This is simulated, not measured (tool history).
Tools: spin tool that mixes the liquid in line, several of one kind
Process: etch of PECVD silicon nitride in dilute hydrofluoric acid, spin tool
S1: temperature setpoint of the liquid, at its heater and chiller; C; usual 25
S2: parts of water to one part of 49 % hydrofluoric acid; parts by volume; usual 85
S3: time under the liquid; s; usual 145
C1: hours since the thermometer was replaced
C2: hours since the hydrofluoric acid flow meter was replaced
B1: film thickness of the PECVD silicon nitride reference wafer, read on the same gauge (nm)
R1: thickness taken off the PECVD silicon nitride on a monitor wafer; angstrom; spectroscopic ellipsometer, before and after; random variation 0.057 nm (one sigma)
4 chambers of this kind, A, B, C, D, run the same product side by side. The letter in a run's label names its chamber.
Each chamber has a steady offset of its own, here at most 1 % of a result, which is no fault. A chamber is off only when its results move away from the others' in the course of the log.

run   hour  S1   S2   S3      C1      C2      B1      R1
 1A    8.9  25   85  145   474.2    1945  29.994  102.26
 2B   17.2  25   85  145  1661.2    28.3  29.993  103.96
 3C   23.8  25   85  145   144.1   575.5  30.012  102.93
 4D     34  25   85  145   508.2   210.6  29.995  102.62
 5D   40.4  25   85  145   514.6     217  30.011  103.08
 6C   48.6  25   85  145   168.9   600.3  30.006  103.25
 7B   58.5  23  120  145  1702.5    69.6  30.004   65.26
 8A   69.2  23  120  145   534.5  2005.3  30.001  62.647
 9D   80.4  23  120  145   554.6     257  29.981  64.066
10A   92.1  23  120  145   557.4  2028.2  29.975  63.038
11B  100.4  25   85  145  1744.4   111.5  29.976  104.04
12C  105.5  25   85  145   225.8   657.2  30.027  102.46
13B  116.7  29   85   75  1760.7   127.8  29.995  69.683
14D  122.5  29   85   75   596.7   299.1  29.998  68.113
15A  131.6  29   85   75   596.9  2067.7  29.978  67.242
16C  136.8  29   85   75   257.1   688.5  29.999  69.641
17D  143.8  25   85  145     618   320.4  30.004  104.09
18A  154.8  25   85  145   620.1  2090.9  29.994  99.778
19B  163.9  25   85  145  1807.9     175  30.024  103.68
20C  170.7  25   85  145     291   722.4  30.002  102.77
21C  178.5  25   85  145   298.8   730.2  29.977   102.9
22D  189.3  25   85  145   663.5   365.9  29.992  102.53
23A  200.4  25   85  145   665.7  2136.5  30.009  99.987
24B    209  25   85  145    1853   220.1  30.002  103.45
25A  216.6  25   85  145   681.9  2152.7  30.006  99.573
26D  224.2  25   60  190   698.4   400.8  30.003  189.35
27C  231.1  25   60  190   351.4   782.8  29.985  191.95
28B  237.8  25   60  190  1881.8   248.9  30.014  189.65
29A    247  25   60  190   712.3  2183.1  29.991  181.49
30B  257.3  25   85  145  1901.3   268.4  29.995  103.48
31D  263.4  25   85  145   737.6     440  29.995  102.77
32C  269.6  25   85  145   389.9   821.3  30.011  102.91
33C  279.5  25   85  145   399.8   831.2  29.987  102.35
34A  285.3  25   85  145   750.6  2221.4  29.988  96.815
35D  291.4  25   85  145   765.6     468  29.997  103.58
36B  297.9  25   85  145  1941.9     309  29.981  103.66
37C  307.4  25   85  145   427.7   859.1  30.003  102.94
38D  315.1  25   85  145   789.3   491.7  30.003  103.32
39A    326  25   85  145   791.3  2262.1  30.027  96.606

Is one chamber off against the others, does the gauge drift, or is nothing wrong? If a chamber is off, say which, and what the likeliest cause is.

Chamber A drifts away from the others.
Cause: liquid colder than its thermometer reads (K) = 1.16.
The log may not tell that from: hydrofluoric acid flow below the setpoint (%).

Here are 4 candidates for chamber A's next run, each the usual settings with a change, their results left as question marks. Which one brings its results back in line with what the others give on the usual settings?
In line means no further than this from the other chambers' mean on the usual settings: R1 2 angstrom
40A-1  334.5  25.5  80  155               ?
40A-2  334.5    25  85  135               ?
40A-3  334.5    25  85  155               ?
40A-4  334.5  24.5  90  135               ?

The other chambers' mean on the usual settings: R1 102.99 angstrom
  run      R1
40A-1  112.69
40A-2  89.423
40A-3  102.67
40A-4  81.692
40A-3 brings the chamber back in line.
